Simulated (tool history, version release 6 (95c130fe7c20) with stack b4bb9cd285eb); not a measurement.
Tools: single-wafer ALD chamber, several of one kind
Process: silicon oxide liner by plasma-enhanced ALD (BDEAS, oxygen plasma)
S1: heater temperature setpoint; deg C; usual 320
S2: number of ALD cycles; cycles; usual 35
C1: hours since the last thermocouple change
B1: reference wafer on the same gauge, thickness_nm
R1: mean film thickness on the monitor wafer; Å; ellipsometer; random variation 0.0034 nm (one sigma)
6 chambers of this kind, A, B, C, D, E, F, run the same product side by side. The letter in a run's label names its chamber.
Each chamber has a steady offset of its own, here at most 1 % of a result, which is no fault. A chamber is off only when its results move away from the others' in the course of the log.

run	hour	S1	S2	C1	B1	R1
1D	6.8	320	35	1143.2	2.7103	31.456
2E	21.6	320	35	214.8	2.7106	31.654
3F	33.9	320	35	519.5	2.7113	31.575
4B	40.6	320	35	352.3	2.7109	31.513
5C	48.0	320	35	517.5	2.7112	31.466
6A	60.8	320	35	2734.5	2.7118	31.820
7A	72.9	320	35	2746.6	2.7125	31.919
8E	82.6	320	35	275.8	2.7119	31.719
9C	90.8	327	31	560.3	2.7134	27.618
10D	102.6	327	31	1239.0	2.7134	27.617
11B	109.1	327	31	420.8	2.7143	27.633
12F	119.1	327	31	604.7	2.7144	27.765
13F	126.2	327	31	611.8	2.7135	27.804
14E	136.9	327	31	330.1	2.7145	27.850
15A	144.6	320	35	2818.3	2.7149	31.873
16D	153.6	320	35	1290.0	2.7156	31.556
17C	160.2	320	35	629.7	2.7150	31.572
18B	169.6	320	35	481.3	2.7149	31.549
19F	180.5	320	35	666.1	2.7155	31.689
20B	188.8	320	35	500.5	2.7158	31.533
21E	195.7	320	35	388.9	2.7163	31.710
22D	210.1	320	35	1346.5	2.7168	31.580
23A	217.9	320	35	2891.6	2.7178	31.900
24C	231.4	320	35	700.9	2.7175	31.561
25F	240.6	326	38	726.2	2.7176	34.146
26B	251.5	326	38	563.2	2.7178	33.993
27E	260.5	326	38	453.7	2.7177	34.182
28D	272.6	326	38	1409.0	2.7185	33.865
29A	287.3	326	38	2961.0	2.7191	34.399
30C	298.7	326	38	768.2	2.7193	33.964
31E	307.6	320	35	500.8	2.7198	31.816
32D	317.8	320	35	1454.2	2.7201	31.543
33A	329.5	320	35	3003.2	2.7200	31.962
34F	337.6	320	35	823.2	2.7214	31.741
35C	349.8	320	35	819.3	2.7208	31.657
36B	356.5	320	35	668.2	2.7211	31.559
# hour 368.7: chamber A: thermocouple changed; heater temperature recalibrated
37A	369.1	320	35	0.5	2.7214	31.894

Is one chamber off against the others, does the gauge drift, or is nothing wrong? If a chamber is off, say which, and what the likeliest cause is.

The gauge drifts, so all chambers seem to drift together. No chamber is off.
Cause: gauge reads high (%) = 0.44.
